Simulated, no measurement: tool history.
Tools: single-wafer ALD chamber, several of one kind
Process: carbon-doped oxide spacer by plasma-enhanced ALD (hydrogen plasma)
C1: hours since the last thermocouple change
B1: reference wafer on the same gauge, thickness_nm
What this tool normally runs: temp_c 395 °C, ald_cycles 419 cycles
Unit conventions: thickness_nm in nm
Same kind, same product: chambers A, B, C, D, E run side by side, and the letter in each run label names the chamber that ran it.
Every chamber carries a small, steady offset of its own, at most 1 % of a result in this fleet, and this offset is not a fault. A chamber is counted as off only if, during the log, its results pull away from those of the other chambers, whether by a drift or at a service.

{"run": "1D", "hour": 7.4, "temp_c": 395, "ald_cycles": 419, "C1": 1381.7, "B1": 24.223, "thickness_nm": 20.999}
{"run": "2C", "hour": 15.2, "temp_c": 395, "ald_cycles": 419, "C1": 528, "B1": 24.195, "thickness_nm": 20.493}
{"run": "3E", "hour": 23.7, "temp_c": 395, "ald_cycles": 419, "C1": 1516.9, "B1": 24.19, "thickness_nm": 20.923}
{"run": "4A", "hour": 28.3, "temp_c": 395, "ald_cycles": 419, "C1": 73.9, "B1": 24.201, "thickness_nm": 20.784}
{"run": "5B", "hour": 38.5, "temp_c": 395, "ald_cycles": 419, "C1": 2391.5, "B1": 24.184, "thickness_nm": 20.932}
{"run": "6D", "hour": 46.2, "temp_c": 395, "ald_cycles": 419, "C1": 1420.5, "B1": 24.208, "thickness_nm": 21.06}
{"run": "7E", "hour": 52.8, "temp_c": 395, "ald_cycles": 419, "C1": 1546, "B1": 24.214, "thickness_nm": 20.795}
{"run": "8A", "hour": 62.3, "temp_c": 395, "ald_cycles": 419, "C1": 107.9, "B1": 24.203, "thickness_nm": 20.889}
{"run": "9B", "hour": 69.0, "temp_c": 395, "ald_cycles": 419, "C1": 2422, "B1": 24.203, "thickness_nm": 21.084}
{"run": "10C", "hour": 78.4, "temp_c": 395, "ald_cycles": 419, "C1": 591.2, "B1": 24.191, "thickness_nm": 20.834}
{"run": "11B", "hour": 84.1, "temp_c": 395, "ald_cycles": 419, "C1": 2437.1, "B1": 24.185, "thickness_nm": 21.157}
{"run": "12D", "hour": 91.4, "temp_c": 395, "ald_cycles": 419, "C1": 1465.7, "B1": 24.172, "thickness_nm": 21.162}
{"run": "13E", "hour": 95.9, "temp_c": 381, "ald_cycles": 419, "C1": 1589.1, "B1": 24.2, "thickness_nm": 20.945}
{"run": "14A", "hour": 101.8, "temp_c": 381, "ald_cycles": 419, "C1": 147.4, "B1": 24.212, "thickness_nm": 20.976}
{"run": "15C", "hour": 108.2, "temp_c": 381, "ald_cycles": 419, "C1": 621, "B1": 24.208, "thickness_nm": 20.568}
{"run": "16E", "hour": 112.7, "temp_c": 381, "ald_cycles": 419, "C1": 1605.9, "B1": 24.214, "thickness_nm": 20.919}
{"run": "17A", "hour": 122.5, "temp_c": 381, "ald_cycles": 419, "C1": 168.1, "B1": 24.197, "thickness_nm": 20.756}
{"run": "18D", "hour": 130.6, "temp_c": 395, "ald_cycles": 419, "C1": 1504.9, "B1": 24.214, "thickness_nm": 21.122}
{"run": "19B", "hour": 135.5, "temp_c": 395, "ald_cycles": 419, "C1": 2488.5, "B1": 24.205, "thickness_nm": 21.125}
{"run": "20C", "hour": 142.0, "temp_c": 395, "ald_cycles": 419, "C1": 654.8, "B1": 24.211, "thickness_nm": 20.899}
{"run": "21D", "hour": 146.9, "temp_c": 395, "ald_cycles": 419, "C1": 1521.2, "B1": 24.196, "thickness_nm": 20.835}
{"run": "22E", "hour": 152.8, "temp_c": 395, "ald_cycles": 465, "C1": 1646, "B1": 24.207, "thickness_nm": 23.211}
{"run": "23B", "hour": 160.9, "temp_c": 395, "ald_cycles": 465, "C1": 2513.9, "B1": 24.173, "thickness_nm": 23.26}
{"run": "24C", "hour": 167.2, "temp_c": 395, "ald_cycles": 465, "C1": 680, "B1": 24.217, "thickness_nm": 23.024}
{"run": "25A", "hour": 172.8, "temp_c": 395, "ald_cycles": 465, "C1": 218.4, "B1": 24.215, "thickness_nm": 23.166}
{"run": "26A", "hour": 181.6, "temp_c": 395, "ald_cycles": 465, "C1": 227.2, "B1": 24.156, "thickness_nm": 23.167}
{"run": "27D", "hour": 188.7, "temp_c": 404, "ald_cycles": 367, "C1": 1563, "B1": 24.217, "thickness_nm": 17.916}
{"run": "28C", "hour": 194.5, "temp_c": 404, "ald_cycles": 367, "C1": 707.3, "B1": 24.229, "thickness_nm": 17.948}
{"run": "29E", "hour": 203.5, "temp_c": 404, "ald_cycles": 367, "C1": 1696.7, "B1": 24.188, "thickness_nm": 18.007}
{"run": "30B", "hour": 208.2, "temp_c": 404, "ald_cycles": 367, "C1": 2561.2, "B1": 24.177, "thickness_nm": 18.168}
{"run": "31C", "hour": 213.7, "temp_c": 404, "ald_cycles": 367, "C1": 726.5, "B1": 24.21, "thickness_nm": 17.856}
{"run": "32B", "hour": 219.0, "temp_c": 395, "ald_cycles": 419, "C1": 2572, "B1": 24.194, "thickness_nm": 21.148}
{"run": "33E", "hour": 226.7, "temp_c": 395, "ald_cycles": 419, "C1": 1719.9, "B1": 24.212, "thickness_nm": 21.004}
{"run": "34D", "hour": 236.7, "temp_c": 395, "ald_cycles": 362, "C1": 1611, "B1": 24.205, "thickness_nm": 18.216}
{"run": "35A", "hour": 241.8, "temp_c": 395, "ald_cycles": 362, "C1": 287.4, "B1": 24.219, "thickness_nm": 18.004}
{"run": "36A", "hour": 251.3, "temp_c": 395, "ald_cycles": 362, "C1": 296.9, "B1": 24.188, "thickness_nm": 17.942}

Does one chamber stand apart from the rest, does the shared gauge drift, or is all well apart from small per-chamber offsets? Give the chamber and the most likely cause, where there is one.

The fleet is healthy, with each chamber sitting at its usual small offset and no drift in the gauge.
